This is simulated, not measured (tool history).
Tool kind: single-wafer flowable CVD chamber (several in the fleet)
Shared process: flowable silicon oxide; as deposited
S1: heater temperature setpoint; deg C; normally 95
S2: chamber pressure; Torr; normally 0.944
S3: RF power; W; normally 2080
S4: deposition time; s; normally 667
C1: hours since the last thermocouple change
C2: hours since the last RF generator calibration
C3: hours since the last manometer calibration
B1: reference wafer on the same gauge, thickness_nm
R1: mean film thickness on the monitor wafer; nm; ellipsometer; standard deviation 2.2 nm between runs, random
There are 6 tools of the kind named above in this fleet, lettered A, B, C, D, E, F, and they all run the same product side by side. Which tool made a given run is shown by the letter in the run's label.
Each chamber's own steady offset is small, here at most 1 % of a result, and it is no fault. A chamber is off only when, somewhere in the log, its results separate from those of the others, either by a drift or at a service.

{"run": "1E", "hour": 7.9, "S1": 95, "S2": 0.944, "S3": 2080, "S4": 667, "C1": 510.8, "C2": 36.7, "C3": 810.3, "B1": 503.48, "R1": 595.48}
{"run": "2B", "hour": 20.1, "S1": 95, "S2": 0.944, "S3": 2080, "S4": 667, "C1": 358.2, "C2": 343.2, "C3": 209.8, "B1": 503.16, "R1": 594.98}
{"run": "3D", "hour": 27.1, "S1": 95, "S2": 0.944, "S3": 2080, "S4": 667, "C1": 1901.9, "C2": 2064.2, "C3": 813.7, "B1": 503.01, "R1": 596.17}
{"run": "4A", "hour": 33.3, "S1": 95, "S2": 0.944, "S3": 2080, "S4": 667, "C1": 761.9, "C2": 677.4, "C3": 274.2, "B1": 503.26, "R1": 590.75}
{"run": "5C", "hour": 41.0, "S1": 95, "S2": 0.944, "S3": 2080, "S4": 667, "C1": 1189.3, "C2": 820.4, "C3": 1325.3, "B1": 503.02, "R1": 591.8}
{"run": "6F", "hour": 49.8, "S1": 95, "S2": 0.944, "S3": 2080, "S4": 667, "C1": 746.8, "C2": 896.9, "C3": 928.5, "B1": 502.9, "R1": 587.97}
{"run": "7A", "hour": 58.7, "S1": 86, "S2": 0.944, "S3": 2080, "S4": 667, "C1": 787.3, "C2": 702.8, "C3": 299.6, "B1": 502.64, "R1": 790.36}
{"run": "8F", "hour": 65.0, "S1": 86, "S2": 0.944, "S3": 2080, "S4": 667, "C1": 762.0, "C2": 912.1, "C3": 943.7, "B1": 502.6, "R1": 786.57}
{"run": "9B", "hour": 72.2, "S1": 86, "S2": 0.944, "S3": 2080, "S4": 667, "C1": 410.3, "C2": 395.3, "C3": 261.9, "B1": 502.85, "R1": 789.73}
{"hour": 74.5, "done": "chamber D: thermocouple changed; heater temperature recalibrated"}
{"run": "10C", "hour": 85.1, "S1": 86, "S2": 0.944, "S3": 2080, "S4": 667, "C1": 1233.4, "C2": 864.5, "C3": 1369.4, "B1": 502.84, "R1": 792.56}
{"run": "11E", "hour": 92.9, "S1": 86, "S2": 0.944, "S3": 2080, "S4": 667, "C1": 595.8, "C2": 121.7, "C3": 895.3, "B1": 502.99, "R1": 787.89}
{"run": "12D", "hour": 102.1, "S1": 86, "S2": 0.944, "S3": 2080, "S4": 667, "C1": 27.6, "C2": 2139.2, "C3": 888.7, "B1": 502.98, "R1": 797.36}
{"hour": 108.8, "done": "chamber F: RF generator calibrated"}
{"hour": 112.3, "done": "chamber E: capacitance manometer re-zeroed and calibrated"}
{"run": "13A", "hour": 114.2, "S1": 95, "S2": 0.944, "S3": 1845, "S4": 667, "C1": 842.8, "C2": 758.3, "C3": 355.1, "B1": 503.34, "R1": 577.13}
{"run": "14D", "hour": 125.9, "S1": 95, "S2": 0.944, "S3": 1845, "S4": 667, "C1": 51.4, "C2": 2163.0, "C3": 912.5, "B1": 502.86, "R1": 578.99}
{"run": "15E", "hour": 136.7, "S1": 95, "S2": 0.944, "S3": 1845, "S4": 667, "C1": 639.6, "C2": 165.5, "C3": 24.5, "B1": 503.03, "R1": 585.57}
{"run": "16F", "hour": 147.6, "S1": 95, "S2": 0.944, "S3": 1845, "S4": 667, "C1": 844.6, "C2": 38.8, "C3": 1026.3, "B1": 502.94, "R1": 571.52}
{"hour": 149.4, "done": "chamber C: RF generator calibrated"}
{"run": "17C", "hour": 156.1, "S1": 95, "S2": 0.944, "S3": 1845, "S4": 667, "C1": 1304.4, "C2": 6.8, "C3": 1440.4, "B1": 503.31, "R1": 575.53}
{"run": "18B", "hour": 162.7, "S1": 95, "S2": 0.944, "S3": 1845, "S4": 667, "C1": 500.8, "C2": 485.8, "C3": 352.4, "B1": 503.03, "R1": 584.11}
{"run": "19D", "hour": 172.2, "S1": 95, "S2": 0.944, "S3": 2080, "S4": 667, "C1": 97.7, "C2": 2209.3, "C3": 958.8, "B1": 502.89, "R1": 591.71}
{"run": "20F", "hour": 181.0, "S1": 95, "S2": 0.944, "S3": 2080, "S4": 667, "C1": 878.0, "C2": 72.2, "C3": 1059.7, "B1": 502.82, "R1": 578.57}
{"run": "21C", "hour": 187.0, "S1": 90, "S2": 0.944, "S3": 1725, "S4": 667, "C1": 1335.3, "C2": 37.7, "C3": 1471.3, "B1": 502.37, "R1": 675.15}
{"run": "22B", "hour": 199.6, "S1": 90, "S2": 0.944, "S3": 1725, "S4": 667, "C1": 537.7, "C2": 522.7, "C3": 389.3, "B1": 502.89, "R1": 674.46}
{"run": "23E", "hour": 212.5, "S1": 90, "S2": 0.944, "S3": 1725, "S4": 667, "C1": 715.4, "C2": 241.3, "C3": 100.3, "B1": 502.98, "R1": 676.65}
{"hour": 217.2, "done": "chamber C: capacitance manometer re-zeroed and calibrated"}
{"run": "24A", "hour": 220.8, "S1": 90, "S2": 0.944, "S3": 1725, "S4": 667, "C1": 949.4, "C2": 864.9, "C3": 461.7, "B1": 503.39, "R1": 670.06}
{"run": "25D", "hour": 229.8, "S1": 90, "S2": 0.944, "S3": 1725, "S4": 667, "C1": 155.3, "C2": 2266.9, "C3": 1016.4, "B1": 503.05, "R1": 677.31}
{"run": "26C", "hour": 239.3, "S1": 90, "S2": 0.944, "S3": 1725, "S4": 667, "C1": 1387.6, "C2": 90.0, "C3": 22.1, "B1": 503.05, "R1": 672.44}
{"run": "27B", "hour": 247.0, "S1": 95, "S2": 0.944, "S3": 2080, "S4": 667, "C1": 585.1, "C2": 570.1, "C3": 436.7, "B1": 502.62, "R1": 594.12}
{"hour": 250.5, "done": "chamber D: capacitance manometer re-zeroed and calibrated"}
{"run": "28F", "hour": 257.6, "S1": 102, "S2": 0.944, "S3": 2080, "S4": 583, "C1": 954.6, "C2": 148.8, "C3": 1136.3, "B1": 502.84, "R1": 400.09}
{"run": "29E", "hour": 268.4, "S1": 102, "S2": 0.944, "S3": 2080, "S4": 583, "C1": 771.3, "C2": 297.2, "C3": 156.2, "B1": 502.83, "R1": 411.87}
{"run": "30A", "hour": 275.2, "S1": 102, "S2": 0.944, "S3": 2080, "S4": 583, "C1": 1003.8, "C2": 919.3, "C3": 516.1, "B1": 502.85, "R1": 408.32}
{"run": "31A", "hour": 283.9, "S1": 102, "S2": 0.944, "S3": 2080, "S4": 583, "C1": 1012.5, "C2": 928.0, "C3": 524.8, "B1": 502.75, "R1": 410.19}
{"run": "32E", "hour": 292.2, "S1": 102, "S2": 0.944, "S3": 2080, "S4": 583, "C1": 795.1, "C2": 321.0, "C3": 180.0, "B1": 503.27, "R1": 412.88}
{"run": "33B", "hour": 298.4, "S1": 102, "S2": 0.944, "S3": 2080, "S4": 583, "C1": 636.5, "C2": 621.5, "C3": 488.1, "B1": 503.08, "R1": 409.96}
{"run": "34C", "hour": 308.3, "S1": 95, "S2": 0.944, "S3": 2080, "S4": 667, "C1": 1456.6, "C2": 159.0, "C3": 91.1, "B1": 503.01, "R1": 591.81}
{"run": "35D", "hour": 317.6, "S1": 95, "S2": 0.944, "S3": 2080, "S4": 667, "C1": 243.1, "C2": 2354.7, "C3": 67.1, "B1": 503.16, "R1": 594.24}
{"run": "36F", "hour": 329.6, "S1": 95, "S2": 0.944, "S3": 2080, "S4": 667, "C1": 1026.6, "C2": 220.8, "C3": 1208.3, "B1": 503.17, "R1": 574.76}
{"run": "37D", "hour": 339.6, "S1": 95, "S2": 0.944, "S3": 2080, "S4": 667, "C1": 265.1, "C2": 2376.7, "C3": 89.1, "B1": 503.02, "R1": 598.59}
{"run": "38B", "hour": 345.5, "S1": 95, "S2": 0.944, "S3": 2080, "S4": 667, "C1": 683.6, "C2": 668.6, "C3": 535.2, "B1": 503.14, "R1": 595.79}
{"run": "39F", "hour": 357.2, "S1": 95, "S2": 1.122, "S3": 2080, "S4": 561, "C1": 1054.2, "C2": 248.4, "C3": 1235.9, "B1": 503.1, "R1": 589.79}
{"run": "40E", "hour": 363.3, "S1": 95, "S2": 1.122, "S3": 2080, "S4": 561, "C1": 866.2, "C2": 392.1, "C3": 251.1, "B1": 502.9, "R1": 614.15}
{"run": "41C", "hour": 370.1, "S1": 95, "S2": 1.122, "S3": 2080, "S4": 561, "C1": 1518.4, "C2": 220.8, "C3": 152.9, "B1": 502.85, "R1": 612.02}
{"run": "42A", "hour": 378.2, "S1": 95, "S2": 1.122, "S3": 2080, "S4": 561, "C1": 1106.8, "C2": 1022.3, "C3": 619.1, "B1": 503.06, "R1": 610.62}

Has any chamber moved away from the others, gradually or after a service, or does the common gauge drift, or do the chambers differ only by their own small steady offsets? State the chamber and the most likely cause if one applies.

It is chamber F that slowly wanders off from its peers.
Most likely cause: wafer temperature above the value expected at the setpoint (K) = 0.966.
The log might look much the same if the cause were instead: true pressure below the setpoint (%).

Chamber F could run next with any of the 4 candidate recipes listed below; each alters the usual settings, and their results appear as question marks. Which one brings its results back in line with what the other chambers deliver on the usual settings?
Maximum distance from the other chambers' mean on the usual settings for a result to count as in line: R1 7.60 nm
{"run": "43F-1", "hour": 387.6, "S1": 95, "S2": 0.996, "S3": 2080, "S4": 667, "R1": "?"}
{"run": "43F-2", "hour": 387.6, "S1": 95, "S2": 0.944, "S3": 2080, "S4": 623, "R1": "?"}
{"run": "43F-3", "hour": 387.6, "S1": 96, "S2": 0.939, "S3": 2080, "S4": 665, "R1": "?"}
{"run": "43F-4", "hour": 387.6, "S1": 95, "S2": 0.965, "S3": 2085, "S4": 675, "R1": "?"}

Average result of the remaining chambers running the usual settings: R1 593.32 nm
run=43F-1 R1=608.31
run=43F-2 R1=532.56
run=43F-3 R1=546.28
run=43F-4 R1=592.81
43F-4 is the one that brings the chamber's results back in line with the other chambers.

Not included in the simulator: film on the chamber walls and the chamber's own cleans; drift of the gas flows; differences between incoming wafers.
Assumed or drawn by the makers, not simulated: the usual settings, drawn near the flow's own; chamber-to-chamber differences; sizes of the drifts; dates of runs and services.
